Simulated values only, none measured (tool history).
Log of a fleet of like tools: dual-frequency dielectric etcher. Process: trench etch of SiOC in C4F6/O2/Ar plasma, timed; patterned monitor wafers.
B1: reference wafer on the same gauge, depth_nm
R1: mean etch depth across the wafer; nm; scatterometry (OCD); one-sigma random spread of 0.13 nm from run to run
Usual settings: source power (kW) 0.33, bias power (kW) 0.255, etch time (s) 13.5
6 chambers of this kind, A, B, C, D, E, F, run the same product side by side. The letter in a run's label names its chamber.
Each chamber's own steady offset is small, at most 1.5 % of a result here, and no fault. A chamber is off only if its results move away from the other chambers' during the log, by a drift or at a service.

Run 1E, day 0.238: usual settings; B1 29.395. Result: R1 29.021 nm.
Run 2A, day 0.571: usual settings; B1 29.409. Result: R1 28.738 nm.
Run 3D, day 0.838: usual settings; B1 29.419. Result: R1 28.94 nm.
Run 4F, day 1.071: usual settings; B1 29.412. Result: R1 29.647 nm.
At day 1.158: chamber E: wet clean of the chamber.
Run 5C, day 1.567: usual settings; B1 29.444. Result: R1 29.448 nm.
Run 6B, day 2: usual settings but bias power (kW) 0.29; B1 29.423. Result: R1 30.223 nm.
Run 7A, day 2.442: usual settings but bias power (kW) 0.29; B1 29.382. Result: R1 30.294 nm.
Run 8E, day 2.917: usual settings but bias power (kW) 0.29; B1 29.45. Result: R1 30.584 nm.
Run 9D, day 3.267: usual settings but bias power (kW) 0.29; B1 29.441. Result: R1 30.544 nm.
Run 10C, day 3.733: usual settings but bias power (kW) 0.29; B1 29.416. Result: R1 30.698 nm.
Run 11F, day 4.217: usual settings but bias power (kW) 0.29; B1 29.377. Result: R1 30.725 nm.
Run 12B, day 4.475: usual settings; B1 29.399. Result: R1 29.295 nm.
Run 13E, day 4.733: usual settings; B1 29.402. Result: R1 28.899 nm.
Run 14B, day 5.146: usual settings; B1 29.354. Result: R1 29.52 nm.
Run 15A, day 5.617: usual settings; B1 29.435. Result: R1 29.236 nm.
Run 16F, day 5.875: usual settings; B1 29.409. Result: R1 29.722 nm.
Run 17D, day 6.292: usual settings but bias power (kW) 0.317, etch time (s) 16.5; B1 29.381. Result: R1 37.987 nm.
Run 18C, day 6.575: usual settings but bias power (kW) 0.317, etch time (s) 16.5; B1 29.372. Result: R1 38.738 nm.
At day 6.812: chamber A: wet clean of the chamber.
Run 19E, day 7.054: usual settings but bias power (kW) 0.317, etch time (s) 16.5; B1 29.364. Result: R1 38.442 nm.
Run 20C, day 7.533: usual settings but bias power (kW) 0.317, etch time (s) 16.5; B1 29.427. Result: R1 38.923 nm.
Run 21A, day 7.817: usual settings but bias power (kW) 0.317, etch time (s) 16.5; B1 29.355. Result: R1 38.143 nm.
Run 22D, day 8.062: usual settings but bias power (kW) 0.317, etch time (s) 16.5; B1 29.388. Result: R1 38.47 nm.
Run 23B, day 8.488: usual settings; B1 29.403. Result: R1 29.554 nm.
Run 24F, day 8.854: usual settings; B1 29.4. Result: R1 29.311 nm.
Run 25A, day 9.079: usual settings; B1 29.368. Result: R1 29.001 nm.
Run 26B, day 9.404: usual settings; B1 29.406. Result: R1 29.878 nm.
Run 27D, day 9.892: usual settings; B1 29.39. Result: R1 28.985 nm.
Run 28F, day 10.379: usual settings; B1 29.384. Result: R1 29.729 nm.
At day 10.642: chamber F: wet clean of the chamber.
Run 29C, day 10.712: usual settings; B1 29.397. Result: R1 29.542 nm.
At day 10.725: chamber D: wet clean of the chamber.
Run 30E, day 11.075: usual settings; B1 29.403. Result: R1 29.192 nm.
Run 31B, day 11.333: usual settings; B1 29.373. Result: R1 30.061 nm.
Run 32A, day 11.733: usual settings; B1 29.383. Result: R1 28.929 nm.
Run 33D, day 12.025: usual settings; B1 29.377. Result: R1 28.789 nm.
Run 34C, day 12.45: usual settings; B1 29.419. Result: R1 29.369 nm.
Run 35E, day 12.958: usual settings; B1 29.414. Result: R1 29.032 nm.
Run 36F, day 13.438: usual settings; B1 29.393. Result: R1 29.694 nm.
Run 37F, day 13.854: usual settings; B1 29.396. Result: R1 29.255 nm.
Run 38B, day 14.158: usual settings; B1 29.397. Result: R1 30.552 nm.

What goes on in this fleet: one chamber off, a drifting gauge, or nothing beyond the chambers' own small offsets? Name the chamber and the cause, if any.

Little by little, chamber B moves away from the other chambers.
Most likely cause: etch rate over this chamber's usual, % = 5.06.

Which of the 4 candidates below, each the usual settings with something changed and its results left as question marks, puts chamber B back in line with what the other chambers give on the usual settings?
In line here means within this much of the mean the other chambers give on the usual settings: R1 0.46 nm
Run 39B-1, day 14.525: usual settings but source power (kW) 0.35, bias power (kW) 0.271. Result: R1 ?.
Run 39B-2, day 14.525: usual settings but bias power (kW) 0.22. Result: R1 ?.
Run 39B-3, day 14.525: usual settings but source power (kW) 0.27. Result: R1 ?.
Run 39B-4, day 14.525: usual settings but bias power (kW) 0.259, etch time (s) 14.5. Result: R1 ?.

Other chambers, usual settings, mean: R1 29.218 nm
  run      R1
39B-1  31.985
39B-2  29.117
39B-3  28.338
39B-4  33.063
The answer is 39B-2, which returns the chamber to within the allowed miss of the others.
